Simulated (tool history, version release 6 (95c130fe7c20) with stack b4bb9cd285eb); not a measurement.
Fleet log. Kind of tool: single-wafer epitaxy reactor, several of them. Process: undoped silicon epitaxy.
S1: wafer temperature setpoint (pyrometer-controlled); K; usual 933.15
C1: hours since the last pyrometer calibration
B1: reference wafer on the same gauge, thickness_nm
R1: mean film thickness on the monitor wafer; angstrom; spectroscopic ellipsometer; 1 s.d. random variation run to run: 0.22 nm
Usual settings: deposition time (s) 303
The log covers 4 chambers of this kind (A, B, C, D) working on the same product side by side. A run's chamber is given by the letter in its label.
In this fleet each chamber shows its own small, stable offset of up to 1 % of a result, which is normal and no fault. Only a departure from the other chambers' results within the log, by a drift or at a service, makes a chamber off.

run 1B hour=6.3 | S1=933.15 deposition_time_(s)=303 | C1=613.4 | B1=61.106 | R1=629.58
run 2D hour=14.1 | S1=933.15 deposition_time_(s)=303 | C1=2130.7 | B1=61.102 | R1=631.02
run 3A hour=20.4 | S1=933.15 deposition_time_(s)=303 | C1=733.4 | B1=61.070 | R1=627.18
run 4C hour=29.6 | S1=933.15 deposition_time_(s)=303 | C1=32.0 | B1=61.075 | R1=631.52
run 5C hour=37.4 | S1=933.15 deposition_time_(s)=303 | C1=39.8 | B1=61.093 | R1=629.61
run 6A hour=44.5 | S1=933.15 deposition_time_(s)=303 | C1=757.5 | B1=61.119 | R1=623.41
run 7B hour=51.0 | S1=922.15 deposition_time_(s)=303 | C1=658.1 | B1=61.057 | R1=491.59
run 8D hour=58.4 | S1=922.15 deposition_time_(s)=303 | C1=2175.0 | B1=61.121 | R1=498.44
run 9C hour=64.7 | S1=922.15 deposition_time_(s)=303 | C1=67.1 | B1=61.077 | R1=495.09
run 10B hour=71.8 | S1=922.15 deposition_time_(s)=303 | C1=678.9 | B1=61.093 | R1=496.57
run 11D hour=78.4 | S1=941.15 deposition_time_(s)=322 | C1=2195.0 | B1=61.082 | R1=794.33
run 12A hour=83.7 | S1=941.15 deposition_time_(s)=322 | C1=796.7 | B1=61.118 | R1=790.48
run 13B hour=90.7 | S1=941.15 deposition_time_(s)=322 | C1=697.8 | B1=61.084 | R1=793.00
run 14A hour=96.6 | S1=941.15 deposition_time_(s)=322 | C1=809.6 | B1=61.114 | R1=791.38
run 15D hour=102.9 | S1=933.15 deposition_time_(s)=303 | C1=2219.5 | B1=61.063 | R1=630.56
run 16C hour=109.7 | S1=933.15 deposition_time_(s)=303 | C1=112.1 | B1=61.100 | R1=631.67
run 17A hour=117.4 | S1=944.15 deposition_time_(s)=303 | C1=830.4 | B1=61.065 | R1=785.48
run 18B hour=125.3 | S1=944.15 deposition_time_(s)=303 | C1=732.4 | B1=61.091 | R1=796.17
run 19D hour=134.0 | S1=944.15 deposition_time_(s)=303 | C1=2250.6 | B1=61.086 | R1=796.34
run 20C hour=138.2 | S1=944.15 deposition_time_(s)=303 | C1=140.6 | B1=61.083 | R1=802.85
run 21B hour=145.6 | S1=933.15 deposition_time_(s)=303 | C1=752.7 | B1=61.105 | R1=625.57
run 22C hour=153.6 | S1=925.15 deposition_time_(s)=284 | C1=156.0 | B1=61.158 | R1=493.19
run 23A hour=160.4 | S1=925.15 deposition_time_(s)=284 | C1=873.4 | B1=61.134 | R1=495.89
run 24D hour=168.5 | S1=925.15 deposition_time_(s)=284 | C1=2285.1 | B1=61.076 | R1=497.71
run 25C hour=173.7 | S1=925.15 deposition_time_(s)=284 | C1=176.1 | B1=61.106 | R1=499.03
run 26D hour=181.3 | S1=923.15 deposition_time_(s)=250 | C1=2297.9 | B1=61.114 | R1=419.90
run 27A hour=190.2 | S1=923.15 deposition_time_(s)=250 | C1=903.2 | B1=61.076 | R1=413.21
run 28B hour=199.0 | S1=923.15 deposition_time_(s)=250 | C1=806.1 | B1=61.130 | R1=417.26
run 29C hour=204.0 | S1=923.15 deposition_time_(s)=250 | C1=206.4 | B1=61.133 | R1=417.51
run 30D hour=213.3 | S1=933.15 deposition_time_(s)=303 | C1=2329.9 | B1=61.065 | R1=629.15
run 31B hour=220.8 | S1=933.15 deposition_time_(s)=303 | C1=827.9 | B1=61.116 | R1=626.26
run 32A hour=225.9 | S1=933.15 deposition_time_(s)=303 | C1=938.9 | B1=61.079 | R1=629.91
run 33B hour=234.1 | S1=933.15 deposition_time_(s)=303 | C1=841.2 | B1=61.102 | R1=627.04
run 34C hour=241.9 | S1=933.15 deposition_time_(s)=303 | C1=244.3 | B1=61.086 | R1=631.49
run 35D hour=246.5 | S1=933.15 deposition_time_(s)=303 | C1=2363.1 | B1=61.148 | R1=632.59
run 36A hour=252.1 | S1=933.15 deposition_time_(s)=303 | C1=965.1 | B1=61.083 | R1=622.64
run 37A hour=259.0 | S1=944.15 deposition_time_(s)=282 | C1=972.0 | B1=61.112 | R1=737.20
run 38D hour=265.7 | S1=944.15 deposition_time_(s)=282 | C1=2382.3 | B1=61.069 | R1=739.13
run 39C hour=274.6 | S1=944.15 deposition_time_(s)=282 | C1=277.0 | B1=61.062 | R1=744.68

The same settings go to every chamber for the next run, one line per chamber below. Forecast the results for each:
run 40A hour=281.2 | S1=943.15 deposition_time_(s)=303 | R1=?
run 40B hour=281.2 | S1=943.15 deposition_time_(s)=303 | R1=?
run 40C hour=281.2 | S1=943.15 deposition_time_(s)=303 | R1=?
run 40D hour=281.2 | S1=943.15 deposition_time_(s)=303 | R1=?

run=40A R1=771.59
run=40B R1=774.51
run=40C R1=787.60
run=40D R1=782.70

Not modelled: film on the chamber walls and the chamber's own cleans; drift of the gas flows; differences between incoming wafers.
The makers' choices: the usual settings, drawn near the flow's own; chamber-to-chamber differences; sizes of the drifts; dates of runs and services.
